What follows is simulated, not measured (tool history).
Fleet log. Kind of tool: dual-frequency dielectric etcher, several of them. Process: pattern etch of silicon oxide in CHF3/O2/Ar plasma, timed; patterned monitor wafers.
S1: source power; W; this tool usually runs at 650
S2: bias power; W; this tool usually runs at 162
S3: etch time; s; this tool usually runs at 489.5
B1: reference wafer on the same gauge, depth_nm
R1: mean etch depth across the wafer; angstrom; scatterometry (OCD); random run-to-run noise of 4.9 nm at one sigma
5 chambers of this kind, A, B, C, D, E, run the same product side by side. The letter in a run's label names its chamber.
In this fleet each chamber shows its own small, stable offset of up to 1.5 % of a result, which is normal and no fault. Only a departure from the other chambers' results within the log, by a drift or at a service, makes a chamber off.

{"run": "1D", "hour": 4.2, "S1": 650, "S2": 162, "S3": 489.5, "B1": 990.72, "R1": 9709.7}
{"run": "2A", "hour": 6.7, "S1": 650, "S2": 162, "S3": 489.5, "B1": 989.31, "R1": 9690.5}
{"run": "3E", "hour": 9.8, "S1": 650, "S2": 162, "S3": 489.5, "B1": 990.38, "R1": 9540.1}
{"run": "4C", "hour": 13.0, "S1": 650, "S2": 162, "S3": 489.5, "B1": 990.01, "R1": 9569.0}
{"run": "5B", "hour": 15.4, "S1": 650, "S2": 162, "S3": 489.5, "B1": 989.26, "R1": 9619.4}
{"run": "6C", "hour": 18.1, "S1": 650, "S2": 135, "S3": 348.5, "B1": 990.29, "R1": 6513.4}
{"run": "7E", "hour": 21.2, "S1": 650, "S2": 135, "S3": 348.5, "B1": 990.34, "R1": 6406.3}
{"run": "8B", "hour": 25.6, "S1": 650, "S2": 135, "S3": 348.5, "B1": 989.27, "R1": 6445.9}
{"run": "9D", "hour": 29.6, "S1": 650, "S2": 135, "S3": 348.5, "B1": 991.81, "R1": 6478.0}
{"hour": 29.7, "done": "chamber E: wet clean of the chamber"}
{"run": "10A", "hour": 33.9, "S1": 650, "S2": 135, "S3": 348.5, "B1": 990.74, "R1": 6477.2}
{"run": "11D", "hour": 36.9, "S1": 650, "S2": 162, "S3": 489.5, "B1": 989.84, "R1": 9590.3}
{"run": "12B", "hour": 39.6, "S1": 650, "S2": 162, "S3": 489.5, "B1": 990.1, "R1": 9694.3}
{"run": "13A", "hour": 43.4, "S1": 650, "S2": 162, "S3": 489.5, "B1": 990.81, "R1": 9634.4}
{"run": "14C", "hour": 48.1, "S1": 650, "S2": 162, "S3": 489.5, "B1": 988.8, "R1": 9707.9}
{"run": "15E", "hour": 53.1, "S1": 650, "S2": 162, "S3": 489.5, "B1": 990.4, "R1": 9486.5}
{"run": "16E", "hour": 57.6, "S1": 650, "S2": 162, "S3": 489.5, "B1": 989.48, "R1": 9451.6}
{"run": "17B", "hour": 60.1, "S1": 650, "S2": 162, "S3": 489.5, "B1": 988.64, "R1": 9645.9}
{"run": "18C", "hour": 62.8, "S1": 650, "S2": 162, "S3": 489.5, "B1": 988.15, "R1": 9696.0}
{"hour": 63.3, "done": "chamber E: bias power generator calibrated"}
{"run": "19A", "hour": 67.7, "S1": 650, "S2": 147, "S3": 420.0, "B1": 990.35, "R1": 7997.6}
{"run": "20D", "hour": 70.1, "S1": 650, "S2": 147, "S3": 420.0, "B1": 990.16, "R1": 8016.4}
{"run": "21A", "hour": 74.5, "S1": 650, "S2": 147, "S3": 420.0, "B1": 989.85, "R1": 7997.0}
{"run": "22E", "hour": 77.7, "S1": 650, "S2": 147, "S3": 420.0, "B1": 990.33, "R1": 7981.2}
{"run": "23B", "hour": 82.3, "S1": 650, "S2": 147, "S3": 420.0, "B1": 990.58, "R1": 7999.3}
{"run": "24C", "hour": 85.6, "S1": 650, "S2": 162, "S3": 489.5, "B1": 989.0, "R1": 9640.4}
{"run": "25D", "hour": 88.6, "S1": 650, "S2": 162, "S3": 489.5, "B1": 991.49, "R1": 9504.5}
{"run": "26C", "hour": 91.3, "S1": 650, "S2": 162, "S3": 489.5, "B1": 990.71, "R1": 9720.2}
{"run": "27B", "hour": 93.9, "S1": 650, "S2": 162, "S3": 489.5, "B1": 989.37, "R1": 9664.3}
{"hour": 94.5, "done": "chamber A: wet clean of the chamber"}
{"run": "28A", "hour": 97.1, "S1": 590, "S2": 162, "S3": 415.5, "B1": 988.39, "R1": 7819.3}
{"run": "29D", "hour": 101.2, "S1": 590, "S2": 162, "S3": 415.5, "B1": 989.78, "R1": 7847.3}
{"run": "30E", "hour": 103.7, "S1": 590, "S2": 162, "S3": 415.5, "B1": 990.4, "R1": 7813.5}
{"run": "31A", "hour": 108.5, "S1": 590, "S2": 162, "S3": 415.5, "B1": 989.74, "R1": 7858.7}
{"run": "32E", "hour": 113.0, "S1": 590, "S2": 162, "S3": 415.5, "B1": 989.89, "R1": 7800.9}
{"run": "33D", "hour": 117.1, "S1": 650, "S2": 162, "S3": 489.5, "B1": 989.19, "R1": 9639.2}
{"run": "34C", "hour": 122.3, "S1": 650, "S2": 162, "S3": 489.5, "B1": 989.89, "R1": 9704.4}
{"run": "35B", "hour": 125.1, "S1": 650, "S2": 162, "S3": 489.5, "B1": 989.01, "R1": 9649.2}
{"run": "36A", "hour": 127.9, "S1": 650, "S2": 162, "S3": 489.5, "B1": 989.4, "R1": 9728.7}
{"run": "37E", "hour": 131.2, "S1": 650, "S2": 162, "S3": 489.5, "B1": 988.93, "R1": 9598.1}

Next, every chamber runs the same settings. What will each give?
{"run": "38A", "hour": 135.1, "S1": 650, "S2": 162, "S3": 489.5, "R1": "?"}
{"run": "38B", "hour": 135.1, "S1": 650, "S2": 162, "S3": 489.5, "R1": "?"}
{"run": "38C", "hour": 135.1, "S1": 650, "S2": 162, "S3": 489.5, "R1": "?"}
{"run": "38D", "hour": 135.1, "S1": 650, "S2": 162, "S3": 489.5, "R1": "?"}
{"run": "38E", "hour": 135.1, "S1": 650, "S2": 162, "S3": 489.5, "R1": "?"}

run=38A R1=9652.4
run=38B R1=9578.6
run=38C R1=9685.2
run=38D R1=9628.5
run=38E R1=9429.2

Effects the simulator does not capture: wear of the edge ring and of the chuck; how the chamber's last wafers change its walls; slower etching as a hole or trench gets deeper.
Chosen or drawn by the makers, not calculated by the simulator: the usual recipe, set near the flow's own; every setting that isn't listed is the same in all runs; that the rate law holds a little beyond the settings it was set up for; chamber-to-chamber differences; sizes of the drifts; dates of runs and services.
